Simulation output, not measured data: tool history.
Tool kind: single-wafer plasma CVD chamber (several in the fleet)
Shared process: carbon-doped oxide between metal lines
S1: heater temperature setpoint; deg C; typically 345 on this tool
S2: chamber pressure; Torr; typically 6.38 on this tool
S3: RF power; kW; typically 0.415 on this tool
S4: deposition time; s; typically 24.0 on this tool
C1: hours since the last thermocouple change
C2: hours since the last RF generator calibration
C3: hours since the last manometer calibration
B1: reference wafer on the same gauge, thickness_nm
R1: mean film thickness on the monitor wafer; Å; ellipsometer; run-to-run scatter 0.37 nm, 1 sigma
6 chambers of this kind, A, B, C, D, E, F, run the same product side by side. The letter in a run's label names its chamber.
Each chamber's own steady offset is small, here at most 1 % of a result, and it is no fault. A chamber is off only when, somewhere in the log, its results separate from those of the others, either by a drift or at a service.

run	day	S1	S2	S3	S4	C1	C2	C3	B1	R1
# day 0.129: chamber D: thermocouple changed; heater temperature recalibrated
1F	0.371	345	6.38	0.415	24.0	209.1	1254.5	1429.5	121.97	1124.4
2C	0.896	345	6.38	0.415	24.0	210.1	687.1	1761.3	122.03	1130.0
3B	1.208	345	6.38	0.415	24.0	143.3	1278.9	1143.6	122.05	1138.6
# day 1.425: chamber B: capacitance manometer re-zeroed and calibrated
4D	1.854	345	6.38	0.415	24.0	41.5	1144.9	205.0	122.04	1132.5
5A	2.400	345	6.38	0.415	24.0	848.9	878.1	489.3	121.94	1139.9
# day 2.558: chamber C: RF generator calibrated
# day 2.738: chamber F: RF generator calibrated
6E	2.833	345	6.38	0.415	24.0	1935.4	2150.1	828.6	122.10	1116.2
7F	3.242	345	6.38	0.415	24.0	278.0	12.2	1498.4	121.94	1124.6
8D	3.567	345	6.38	0.415	24.0	82.6	1186.0	246.1	122.01	1132.8
9E	3.962	345	6.38	0.415	24.0	1962.5	2177.2	855.7	122.06	1116.9
10C	4.346	345	6.38	0.415	24.0	292.9	42.9	1844.1	122.07	1131.9
11B	5.021	345	6.38	0.415	24.0	234.8	1370.4	86.3	122.09	1134.7
12A	5.558	345	6.38	0.415	24.0	924.7	953.9	565.1	122.07	1131.5
13D	6.192	345	6.38	0.415	24.0	145.6	1249.0	309.1	122.05	1130.8
14F	6.608	345	6.38	0.415	24.0	358.8	93.0	1579.2	121.96	1128.1
# day 6.704: chamber D: RF generator calibrated
15E	7.125	345	5.20	0.415	27.6	2038.4	2253.1	931.6	122.10	1255.2
16A	7.462	345	5.20	0.415	27.6	970.4	999.6	610.8	121.95	1273.6
17B	7.842	345	5.20	0.415	27.6	302.5	1438.1	154.0	122.07	1263.1
18C	8.146	345	5.20	0.415	27.6	384.1	134.1	1935.3	121.98	1269.5
19C	8.658	345	5.20	0.415	27.6	396.4	146.4	1947.6	122.06	1275.2
20D	9.058	345	5.20	0.415	27.6	214.4	56.5	377.9	122.10	1270.1
21F	9.600	345	6.38	0.415	24.0	430.6	164.8	1651.0	122.08	1127.5
22A	10.008	345	6.38	0.415	24.0	1031.5	1060.7	671.9	121.96	1135.3
23E	10.504	345	6.38	0.415	24.0	2119.5	2334.2	1012.7	122.10	1116.8
# day 10.688: chamber C: capacitance manometer re-zeroed and calibrated
24B	10.979	345	6.38	0.415	24.0	377.8	1513.4	229.3	121.97	1138.5
25D	11.329	345	7.01	0.415	24.0	268.9	111.0	432.4	122.08	1139.3
26E	11.662	345	7.01	0.415	24.0	2147.3	2362.0	1040.5	121.88	1125.3
27C	12.029	345	7.01	0.415	24.0	477.3	227.3	32.2	122.10	1141.4
28A	12.667	345	7.01	0.415	24.0	1095.3	1124.5	735.7	122.01	1146.0
29B	13.071	345	7.01	0.415	24.0	428.0	1563.6	279.5	122.09	1138.6
# day 13.117: chamber E: RF generator calibrated
30F	13.554	345	7.01	0.415	24.0	525.5	259.7	1745.9	121.94	1136.5
31E	13.858	345	6.38	0.415	24.0	2200.0	17.9	1093.2	121.98	1113.4
32F	14.158	345	6.38	0.415	24.0	540.0	274.2	1760.4	122.04	1131.5
# day 14.488: chamber B: RF generator calibrated
33B	14.658	345	6.38	0.415	24.0	466.1	4.2	317.6	122.01	1132.5
34C	15.312	345	6.38	0.415	24.0	556.1	306.1	111.0	122.07	1145.5
35A	15.746	345	6.85	0.415	24.0	1169.2	1198.4	809.6	121.98	1141.4
36D	16.154	345	6.85	0.415	24.0	384.7	226.8	548.2	121.97	1136.6
37F	16.592	345	6.85	0.415	24.0	598.4	332.6	1818.8	122.13	1132.7
38A	17.075	345	6.85	0.415	24.0	1201.1	1230.3	841.5	122.01	1145.1
39D	17.554	345	6.85	0.415	24.0	418.3	260.4	581.8	122.07	1134.1
40B	17.962	345	6.85	0.415	24.0	545.4	83.5	396.9	122.00	1137.2
41E	18.417	345	6.38	0.415	24.0	2309.4	127.3	1202.6	122.00	1128.6
42C	18.746	345	6.38	0.415	24.0	638.5	388.5	193.4	122.03	1138.4
43B	19.288	345	6.38	0.415	24.0	577.2	115.3	428.7	122.11	1132.3
44A	19.946	345	6.38	0.415	24.0	1270.0	1299.2	910.4	122.04	1133.8

For the next run the whole fleet of 6 chambers uses the same settings. Give each chamber's results:
45A	20.433	345	6.38	0.415	26.2					?
45B	20.433	345	6.38	0.415	26.2					?
45C	20.433	345	6.38	0.415	26.2					?
45D	20.433	345	6.38	0.415	26.2					?
45E	20.433	345	6.38	0.415	26.2					?
45F	20.433	345	6.38	0.415	26.2					?

run	R1
45A	1243.8
45B	1232.5
45C	1241.9
45D	1239.7
45E	1229.7
45F	1224.8
